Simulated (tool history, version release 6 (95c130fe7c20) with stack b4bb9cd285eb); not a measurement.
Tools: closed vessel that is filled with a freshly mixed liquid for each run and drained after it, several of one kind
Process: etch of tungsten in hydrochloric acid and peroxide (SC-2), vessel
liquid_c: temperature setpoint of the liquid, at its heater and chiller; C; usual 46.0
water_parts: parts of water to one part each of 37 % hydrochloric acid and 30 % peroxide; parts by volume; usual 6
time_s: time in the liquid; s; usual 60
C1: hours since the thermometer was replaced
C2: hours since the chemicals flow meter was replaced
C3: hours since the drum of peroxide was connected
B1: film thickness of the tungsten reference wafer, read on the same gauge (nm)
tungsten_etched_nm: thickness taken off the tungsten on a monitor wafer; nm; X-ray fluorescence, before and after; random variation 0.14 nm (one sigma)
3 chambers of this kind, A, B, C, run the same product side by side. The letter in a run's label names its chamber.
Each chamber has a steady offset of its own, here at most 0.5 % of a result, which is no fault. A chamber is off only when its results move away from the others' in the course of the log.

{"run": "1A", "day": 0.321, "liquid_c": 46.0, "water_parts": 6, "time_s": 60, "C1": 130.3, "C2": 489.5, "C3": 321.2, "B1": 129.98, "tungsten_etched_nm": 25.595}
{"run": "2C", "day": 0.596, "liquid_c": 46.0, "water_parts": 6, "time_s": 60, "C1": 93.6, "C2": 303.7, "C3": 467.7, "B1": 130.02, "tungsten_etched_nm": 25.918}
{"run": "3B", "day": 0.833, "liquid_c": 46.0, "water_parts": 6, "time_s": 60, "C1": 2280.8, "C2": 158.8, "C3": 734.6, "B1": 130.01, "tungsten_etched_nm": 25.973}
{"run": "4B", "day": 1.096, "liquid_c": 46.0, "water_parts": 6, "time_s": 60, "C1": 2287.1, "C2": 165.1, "C3": 740.9, "B1": 130.0, "tungsten_etched_nm": 25.798}
{"run": "5C", "day": 1.483, "liquid_c": 46.0, "water_parts": 6, "time_s": 60, "C1": 114.9, "C2": 325.0, "C3": 489.0, "B1": 130.03, "tungsten_etched_nm": 25.714}
{"run": "6A", "day": 1.879, "liquid_c": 46.0, "water_parts": 6, "time_s": 60, "C1": 167.7, "C2": 526.9, "C3": 358.6, "B1": 130.0, "tungsten_etched_nm": 25.98}
{"run": "7C", "day": 2.329, "liquid_c": 46.0, "water_parts": 6, "time_s": 60, "C1": 135.2, "C2": 345.3, "C3": 509.3, "B1": 130.01, "tungsten_etched_nm": 25.609}
{"run": "8A", "day": 2.633, "liquid_c": 46.0, "water_parts": 6, "time_s": 75, "C1": 185.8, "C2": 545.0, "C3": 376.7, "B1": 129.99, "tungsten_etched_nm": 32.316}
{"run": "9B", "day": 2.942, "liquid_c": 46.0, "water_parts": 6, "time_s": 75, "C1": 2331.4, "C2": 209.4, "C3": 785.2, "B1": 130.01, "tungsten_etched_nm": 32.217}
{"run": "10B", "day": 3.158, "liquid_c": 46.0, "water_parts": 6, "time_s": 75, "C1": 2336.6, "C2": 214.6, "C3": 790.4, "B1": 130.0, "tungsten_etched_nm": 32.138}
{"day": 3.446, "done": "chamber C: new drum of peroxide connected"}
{"run": "11A", "day": 3.458, "liquid_c": 46.0, "water_parts": 6, "time_s": 60, "C1": 205.6, "C2": 564.8, "C3": 396.5, "B1": 130.01, "tungsten_etched_nm": 25.785}
{"day": 3.496, "done": "chamber A: new drum of peroxide connected"}
{"run": "12C", "day": 3.729, "liquid_c": 46.0, "water_parts": 6, "time_s": 60, "C1": 168.8, "C2": 378.9, "C3": 6.8, "B1": 130.0, "tungsten_etched_nm": 25.519}
{"run": "13C", "day": 4.025, "liquid_c": 46.0, "water_parts": 6, "time_s": 60, "C1": 175.9, "C2": 386.0, "C3": 13.9, "B1": 129.99, "tungsten_etched_nm": 25.934}
{"run": "14A", "day": 4.442, "liquid_c": 46.0, "water_parts": 6, "time_s": 60, "C1": 229.2, "C2": 588.4, "C3": 22.7, "B1": 129.98, "tungsten_etched_nm": 25.794}
{"day": 4.638, "done": "chamber A: chemicals flow meter replaced"}
{"run": "15B", "day": 4.867, "liquid_c": 46.0, "water_parts": 6, "time_s": 60, "C1": 2377.6, "C2": 255.6, "C3": 831.4, "B1": 130.01, "tungsten_etched_nm": 25.803}
{"run": "16C", "day": 5.179, "liquid_c": 53.5, "water_parts": 6, "time_s": 90, "C1": 203.6, "C2": 413.7, "C3": 41.6, "B1": 130.0, "tungsten_etched_nm": 63.068}
{"run": "17B", "day": 5.625, "liquid_c": 53.5, "water_parts": 6, "time_s": 90, "C1": 2395.8, "C2": 273.8, "C3": 849.6, "B1": 129.99, "tungsten_etched_nm": 62.874}
{"run": "18A", "day": 5.879, "liquid_c": 53.5, "water_parts": 6, "time_s": 90, "C1": 263.7, "C2": 29.8, "C3": 57.2, "B1": 130.0, "tungsten_etched_nm": 64.399}
{"run": "19C", "day": 6.3, "liquid_c": 46.0, "water_parts": 6, "time_s": 60, "C1": 230.5, "C2": 440.6, "C3": 68.5, "B1": 129.99, "tungsten_etched_nm": 25.246}
{"run": "20A", "day": 6.658, "liquid_c": 49.5, "water_parts": 6, "time_s": 60, "C1": 282.4, "C2": 48.5, "C3": 75.9, "B1": 130.01, "tungsten_etched_nm": 32.457}
{"run": "21B", "day": 6.95, "liquid_c": 49.5, "water_parts": 6, "time_s": 60, "C1": 2427.6, "C2": 305.6, "C3": 881.4, "B1": 130.0, "tungsten_etched_nm": 32.37}
{"run": "22A", "day": 7.417, "liquid_c": 49.5, "water_parts": 6, "time_s": 60, "C1": 300.6, "C2": 66.7, "C3": 94.1, "B1": 129.98, "tungsten_etched_nm": 32.63}
{"run": "23C", "day": 7.762, "liquid_c": 46.0, "water_parts": 6, "time_s": 60, "C1": 265.6, "C2": 475.7, "C3": 103.6, "B1": 130.02, "tungsten_etched_nm": 25.139}
{"run": "24B", "day": 8.004, "liquid_c": 46.0, "water_parts": 6, "time_s": 60, "C1": 2452.9, "C2": 330.9, "C3": 906.7, "B1": 130.01, "tungsten_etched_nm": 25.517}
{"run": "25A", "day": 8.292, "liquid_c": 46.0, "water_parts": 6, "time_s": 60, "C1": 321.6, "C2": 87.7, "C3": 115.1, "B1": 130.01, "tungsten_etched_nm": 25.677}
{"run": "26C", "day": 8.542, "liquid_c": 42.0, "water_parts": 6, "time_s": 80, "C1": 284.3, "C2": 494.4, "C3": 122.3, "B1": 130.0, "tungsten_etched_nm": 25.346}
{"run": "27B", "day": 8.854, "liquid_c": 42.0, "water_parts": 6, "time_s": 80, "C1": 2473.3, "C2": 351.3, "C3": 927.1, "B1": 129.98, "tungsten_etched_nm": 25.93}
{"run": "28A", "day": 9.133, "liquid_c": 42.0, "water_parts": 6, "time_s": 80, "C1": 341.8, "C2": 107.9, "C3": 135.3, "B1": 130.0, "tungsten_etched_nm": 25.933}
{"run": "29C", "day": 9.392, "liquid_c": 46.0, "water_parts": 6, "time_s": 60, "C1": 304.7, "C2": 514.8, "C3": 142.7, "B1": 130.0, "tungsten_etched_nm": 24.78}
{"run": "30B", "day": 9.788, "liquid_c": 51.5, "water_parts": 4, "time_s": 60, "C1": 2495.7, "C2": 373.7, "C3": 949.5, "B1": 129.99, "tungsten_etched_nm": 49.93}
{"run": "31A", "day": 10.021, "liquid_c": 51.5, "water_parts": 4, "time_s": 60, "C1": 363.1, "C2": 129.2, "C3": 156.6, "B1": 130.0, "tungsten_etched_nm": 49.369}
{"day": 10.267, "done": "chamber C: chemicals flow meter replaced"}
{"run": "32B", "day": 10.4, "liquid_c": 51.5, "water_parts": 4, "time_s": 60, "C1": 2510.4, "C2": 388.4, "C3": 964.2, "B1": 129.99, "tungsten_etched_nm": 49.542}
{"run": "33C", "day": 10.65, "liquid_c": 46.0, "water_parts": 6, "time_s": 60, "C1": 334.9, "C2": 9.2, "C3": 172.9, "B1": 130.01, "tungsten_etched_nm": 24.339}
{"run": "34B", "day": 10.95, "liquid_c": 46.0, "water_parts": 6, "time_s": 60, "C1": 2523.6, "C2": 401.6, "C3": 977.4, "B1": 130.0, "tungsten_etched_nm": 25.607}
{"run": "35C", "day": 11.412, "liquid_c": 46.0, "water_parts": 6, "time_s": 60, "C1": 353.2, "C2": 27.5, "C3": 191.2, "B1": 130.0, "tungsten_etched_nm": 24.332}
{"run": "36A", "day": 11.792, "liquid_c": 46.0, "water_parts": 6, "time_s": 60, "C1": 405.6, "C2": 171.7, "C3": 199.1, "B1": 130.01, "tungsten_etched_nm": 25.686}

All 3 chambers run these settings next. Forecast each chamber's results:
{"run": "37A", "day": 12.133, "liquid_c": 46.0, "water_parts": 6, "time_s": 40, "tungsten_etched_nm": "?"}
{"run": "37B", "day": 12.133, "liquid_c": 46.0, "water_parts": 6, "time_s": 40, "tungsten_etched_nm": "?"}
{"run": "37C", "day": 12.133, "liquid_c": 46.0, "water_parts": 6, "time_s": 40, "tungsten_etched_nm": "?"}

run=37A tungsten_etched_nm=17.145
run=37B tungsten_etched_nm=16.971
run=37C tungsten_etched_nm=16.240
